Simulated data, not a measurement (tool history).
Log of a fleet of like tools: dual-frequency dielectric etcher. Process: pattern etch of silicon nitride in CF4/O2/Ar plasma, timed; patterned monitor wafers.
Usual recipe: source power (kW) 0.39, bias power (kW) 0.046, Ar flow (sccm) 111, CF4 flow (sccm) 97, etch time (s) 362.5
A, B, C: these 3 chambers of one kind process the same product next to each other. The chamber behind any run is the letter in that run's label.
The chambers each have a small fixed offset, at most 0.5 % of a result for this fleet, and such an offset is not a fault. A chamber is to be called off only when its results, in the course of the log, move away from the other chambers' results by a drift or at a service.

run	hour	source power (kW)	bias power (kW)	Ar flow (sccm)	CF4 flow (sccm)	etch time (s)	hours since the last wet clean	hours since the last source power generator calibration	hours since the last bias power generator calibration	hours since the last Ar flow controller change	hours since the last CF4 flow controller change	read-back reference wafer on the same gauge, depth_nm	mean etch depth across the wafer (Å)
1B	9	0.39	0.046	111	97	362.5	169.1	2748.6	696.7	3270.7	1557.8	592.04	5310.1
2C	18.3	0.39	0.046	111	97	362.5	314.2	667.2	617.8	2239.7	552.6	592.26	5294.3
3A	26	0.39	0.046	111	97	362.5	102.8	3006.8	1184.9	1103.1	255.2	592.3	5268.2
4C	34.6	0.39	0.046	111	97	362.5	330.5	683.5	634.1	2256	568.9	592.49	5298.7
5A	42.5	0.39	0.046	111	97	362.5	119.3	3023.3	1201.4	1119.6	271.7	592.69	5270.1
6B	49.9	0.39	0.046	111	97	362.5	210	2789.5	737.6	3311.6	1598.7	592.67	5314.5
7A	55.7	0.39	0.046	111	97	362.5	132.5	3036.5	1214.6	1132.8	284.9	592.7	5276.5
8C	64.9	0.39	0.046	111	97	362.5	360.8	713.8	664.4	2286.3	599.2	593.04	5298.6
9B	70.6	0.39	0.046	111	97	362.5	230.7	2810.2	758.3	3332.3	1619.4	592.9	5305
10A	74.7	0.39	0.046	111	97	362.5	151.5	3055.5	1233.6	1151.8	303.9	593.18	5290.2
11C	80.3	0.39	0.046	111	97	362.5	376.2	729.2	679.8	2301.7	614.6	593.21	5311.7
12B	88.4	0.39	0.046	111	97	362.5	248.5	2828	776.1	3350.1	1637.2	593.23	5321.2
13B	96.7	0.39	0.046	111	97	362.5	256.8	2836.3	784.4	3358.4	1645.5	593.43	5312.6
14A	102.8	0.39	0.046	111	97	362.5	179.6	3083.6	1261.7	1179.9	332	593.62	5282.7
15C	110.7	0.39	0.046	111	97	362.5	406.6	759.6	710.2	2332.1	645	593.76	5312.9
16C	117.2	0.45	0.046	111	107	362.5	413.1	766.1	716.7	2338.6	651.5	593.51	6103.8
17B	126.3	0.45	0.046	111	107	362.5	286.4	2865.9	814	3388	1675.1	593.79	6079.5
18A	132.7	0.45	0.046	111	107	362.5	209.5	3113.5	1291.6	1209.8	361.9	593.87	6069.4
19A	138.6	0.39	0.039	111	97	362.5	215.4	3119.4	1297.5	1215.7	367.8	594.1	4959.2
20B	143.1	0.39	0.039	111	97	362.5	303.2	2882.7	830.8	3404.8	1691.9	594.16	5007.6
# hour 144.8: chamber A: source power generator calibrated
21C	147.9	0.39	0.039	111	97	362.5	443.8	796.8	747.4	2369.3	682.2	594.17	4998.7
22A	153.7	0.39	0.046	111	97	362.5	230.5	9	1312.6	1230.8	382.9	594.28	5303.2
# hour 156.2: chamber C: wet clean of the chamber
23B	159.2	0.39	0.046	111	97	362.5	319.3	2898.8	846.9	3420.9	1708	594.35	5312
24C	166.1	0.39	0.046	111	97	362.5	9.9	815	765.6	2387.5	700.4	594.38	5319
25C	170.9	0.39	0.046	111	97	362.5	14.7	819.8	770.4	2392.3	705.2	594.57	5308.5
26A	175.9	0.39	0.046	111	97	362.5	252.7	31.2	1334.8	1253	405.1	594.56	5293.5
27B	185	0.39	0.046	111	97	362.5	345.1	2924.6	872.7	3446.7	1733.8	594.68	5327.5

All chambers now run identical settings, listed one chamber a line with results as question marks. What results will each chamber show?
28A	191.7	0.39	0.046	111	97	362.5							?
28B	191.7	0.39	0.046	111	97	362.5							?
28C	191.7	0.39	0.046	111	97	362.5							?

run	mean etch depth across the wafer (Å)
28A	5287.4
28B	5330.5
28C	5316.4
